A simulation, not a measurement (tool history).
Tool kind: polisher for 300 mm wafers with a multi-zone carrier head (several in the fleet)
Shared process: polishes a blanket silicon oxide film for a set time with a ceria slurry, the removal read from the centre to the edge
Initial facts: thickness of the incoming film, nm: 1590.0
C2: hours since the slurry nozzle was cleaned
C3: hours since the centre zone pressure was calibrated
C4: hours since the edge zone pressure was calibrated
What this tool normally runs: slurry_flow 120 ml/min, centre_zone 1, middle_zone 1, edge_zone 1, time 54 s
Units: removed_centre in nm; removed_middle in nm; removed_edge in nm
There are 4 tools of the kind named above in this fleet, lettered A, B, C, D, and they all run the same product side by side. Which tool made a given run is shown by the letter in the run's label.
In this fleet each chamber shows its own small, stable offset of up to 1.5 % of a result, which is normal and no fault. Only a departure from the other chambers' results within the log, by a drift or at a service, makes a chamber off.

Run 1C, hour 4.1: usual settings; wafers polished on this pad 214; C2 384.5; C3 323.2; C4 704.2. Result: removed_centre 367.83 nm, removed_middle 373.01 nm, removed_edge 383.12 nm.
Run 2A, hour 7.5: usual settings; wafers polished on this pad 409; C2 121; C3 272.8; C4 528.5. Result: removed_centre 379.41 nm, removed_middle 374.16 nm, removed_edge 372.29 nm.
Run 3B, hour 10.4: usual settings; wafers polished on this pad 336; C2 718.5; C3 1219.9; C4 382.3. Result: removed_centre 377.11 nm, removed_middle 367.65 nm, removed_edge 368.92 nm.
Run 4D, hour 17: usual settings; wafers polished on this pad 793; C2 358.9; C3 406.9; C4 168. Result: removed_centre 370.06 nm, removed_middle 369.61 nm, removed_edge 373.12 nm.
At hour 21.1: chamber D: slurry nozzle cleaned.
Run 5A, hour 23.2: usual settings; wafers polished on this pad 532; C2 136.7; C3 288.5; C4 544.2. Result: removed_centre 367.43 nm, removed_middle 367.27 nm, removed_edge 382.05 nm.
Run 6B, hour 27: usual settings but slurry_flow 105 ml/min; wafers polished on this pad 466; C2 735.1; C3 1236.5; C4 398.9. Result: removed_centre 364.42 nm, removed_middle 356.25 nm, removed_edge 360.78 nm.
Run 7D, hour 32.4: usual settings but slurry_flow 105 ml/min; wafers polished on this pad 913; C2 11.3; C3 422.3; C4 183.4. Result: removed_centre 353.93 nm, removed_middle 352.44 nm, removed_edge 368.42 nm.
Run 8C, hour 36.6: usual settings but slurry_flow 105 ml/min; wafers polished on this pad 468; C2 417; C3 355.7; C4 736.7. Result: removed_centre 352.64 nm, removed_middle 359.39 nm, removed_edge 361.17 nm.
Run 9A, hour 40.7: usual settings but slurry_flow 105 ml/min; wafers polished on this pad 668; C2 154.2; C3 306; C4 561.7. Result: removed_centre 362.07 nm, removed_middle 349.66 nm, removed_edge 365.98 nm.
At hour 41.1: chamber A: worn pad replaced by a new one.
At hour 45.5: chamber B: worn pad replaced by a new one.
Run 10C, hour 46.5: usual settings; wafers polished on this pad 545; C2 426.9; C3 365.6; C4 746.6. Result: removed_centre 369.25 nm, removed_middle 374.1 nm, removed_edge 372.61 nm.
At hour 47.3: chamber C: centre zone pressure recalibrated.
Run 11D, hour 50.5: usual settings; wafers polished on this pad 1055; C2 29.4; C3 440.4; C4 201.5. Result: removed_centre 365.6 nm, removed_middle 366.05 nm, removed_edge 366.89 nm.
Run 12B, hour 55.3: usual settings; wafers polished on this pad 76; C2 763.4; C3 1264.8; C4 427.2. Result: removed_centre 380.14 nm, removed_middle 360.85 nm, removed_edge 372.17 nm.
Run 13D, hour 60.8: usual settings; wafers polished on this pad 1135; C2 39.7; C3 450.7; C4 211.8. Result: removed_centre 360.31 nm, removed_middle 355.17 nm, removed_edge 358.21 nm.
Run 14A, hour 64.7: usual settings but edge_zone 1.11, time 69 s; wafers polished on this pad 184; C2 178.2; C3 330; C4 585.7. Result: removed_centre 471.08 nm, removed_middle 470.09 nm, removed_edge 508.45 nm.
At hour 65.9: chamber B: slurry nozzle cleaned.
Run 15B, hour 69.5: usual settings but edge_zone 1.11, time 69 s; wafers polished on this pad 187; C2 3.7; C3 1279; C4 441.4. Result: removed_centre 479.24 nm, removed_middle 469.27 nm, removed_edge 508.17 nm.
Run 16C, hour 75.6: usual settings but edge_zone 1.11, time 69 s; wafers polished on this pad 772; C2 456; C3 28.3; C4 775.7. Result: removed_centre 475.25 nm, removed_middle 468.52 nm, removed_edge 495.92 nm.
Run 17D, hour 79.6: usual settings but edge_zone 1.11, time 69 s; wafers polished on this pad 1282; C2 58.5; C3 469.5; C4 230.6. Result: removed_centre 457.76 nm, removed_middle 453.57 nm, removed_edge 480.91 nm.
Run 18A, hour 83: usual settings; wafers polished on this pad 327; C2 196.5; C3 348.3; C4 604. Result: removed_centre 368.59 nm, removed_middle 373.93 nm, removed_edge 373.42 nm.
Run 19C, hour 87.9: usual settings; wafers polished on this pad 868; C2 468.3; C3 40.6; C4 788. Result: removed_centre 368.06 nm, removed_middle 376.88 nm, removed_edge 378.2 nm.
Run 20B, hour 93.9: usual settings; wafers polished on this pad 378; C2 28.1; C3 1303.4; C4 465.8. Result: removed_centre 379.8 nm, removed_middle 369.22 nm, removed_edge 368.54 nm.
Run 21C, hour 99.1: usual settings; wafers polished on this pad 956; C2 479.5; C3 51.8; C4 799.2. Result: removed_centre 366.64 nm, removed_middle 375.56 nm, removed_edge 370.15 nm.
Run 22D, hour 102.2: usual settings; wafers polished on this pad 1458; C2 81.1; C3 492.1; C4 253.2. Result: removed_centre 346.29 nm, removed_middle 351.07 nm, removed_edge 349.88 nm.
Run 23A, hour 107.5: usual settings; wafers polished on this pad 518; C2 221; C3 372.8; C4 628.5. Result: removed_centre 371.83 nm, removed_middle 370.99 nm, removed_edge 376.78 nm.
At hour 108: chamber D: centre zone pressure recalibrated.
At hour 110.7: chamber C: worn pad replaced by a new one.
Run 24B, hour 113.1: usual settings but centre_zone 0.89, time 36 s; wafers polished on this pad 528; C2 47.3; C3 1322.6; C4 485. Result: removed_centre 220.1 nm, removed_middle 248.11 nm, removed_edge 245.01 nm.
Run 25C, hour 119.3: usual settings but centre_zone 0.89, time 36 s; wafers polished on this pad 67; C2 499.7; C3 72; C4 819.4. Result: removed_centre 217.94 nm, removed_middle 247.77 nm, removed_edge 246.61 nm.
Run 26D, hour 124.1: usual settings but centre_zone 0.89, time 36 s; wafers polished on this pad 1629; C2 103; C3 16.2; C4 275.1. Result: removed_centre 205.01 nm, removed_middle 228.94 nm, removed_edge 231.47 nm.
At hour 125.8: chamber A: worn pad replaced by a new one.
At hour 125.9: chamber A: edge zone pressure recalibrated.
At hour 128: chamber B: worn pad replaced by a new one.
Run 27B, hour 128.8: usual settings but centre_zone 0.89, time 36 s; wafers polished on this pad 6; C2 63; C3 1338.3; C4 500.7. Result: removed_centre 221.12 nm, removed_middle 244.15 nm, removed_edge 253.22 nm.
Run 28A, hour 133.5: usual settings but slurry_flow 135 ml/min, edge_zone 1.1; wafers polished on this pad 60; C2 247; C3 398.8; C4 7.6. Result: removed_centre 385.07 nm, removed_middle 380.86 nm, removed_edge 397 nm.
Run 29A, hour 137.3: usual settings but slurry_flow 135 ml/min, edge_zone 1.1; wafers polished on this pad 90; C2 250.8; C3 402.6; C4 11.4. Result: removed_centre 377.37 nm, removed_middle 382.67 nm, removed_edge 401.24 nm.
Run 30C, hour 141.5: usual settings but slurry_flow 135 ml/min, edge_zone 1.1; wafers polished on this pad 241; C2 521.9; C3 94.2; C4 841.6. Result: removed_centre 378.6 nm, removed_middle 379.8 nm, removed_edge 405.35 nm.
Run 31D, hour 144.7: usual settings but slurry_flow 135 ml/min, edge_zone 1.1; wafers polished on this pad 1790; C2 123.6; C3 36.8; C4 295.7. Result: removed_centre 349.52 nm, removed_middle 347.44 nm, removed_edge 365.84 nm.
Run 32B, hour 148.1: usual settings; wafers polished on this pad 157; C2 82.3; C3 1357.6; C4 520. Result: removed_centre 381.86 nm, removed_middle 363.16 nm, removed_edge 372.8 nm.

The same settings go to every chamber for the next run, one line per chamber below. Forecast the results for each:
Run 33A, hour 152.9: usual settings but edge_zone 0.9. Result: removed_centre ?, removed_middle ?, removed_edge ?.
Run 33B, hour 152.9: usual settings but edge_zone 0.9. Result: removed_centre ?, removed_middle ?, removed_edge ?.
Run 33C, hour 152.9: usual settings but edge_zone 0.9. Result: removed_centre ?, removed_middle ?, removed_edge ?.
Run 33D, hour 152.9: usual settings but edge_zone 0.9. Result: removed_centre ?, removed_middle ?, removed_edge ?.

run  removed_centre  removed_middle  removed_edge
33A           367.7           376.9        352.46
33B          376.63          368.95        359.42
33C          371.48          380.19        360.12
33D          337.99          333.61        325.87
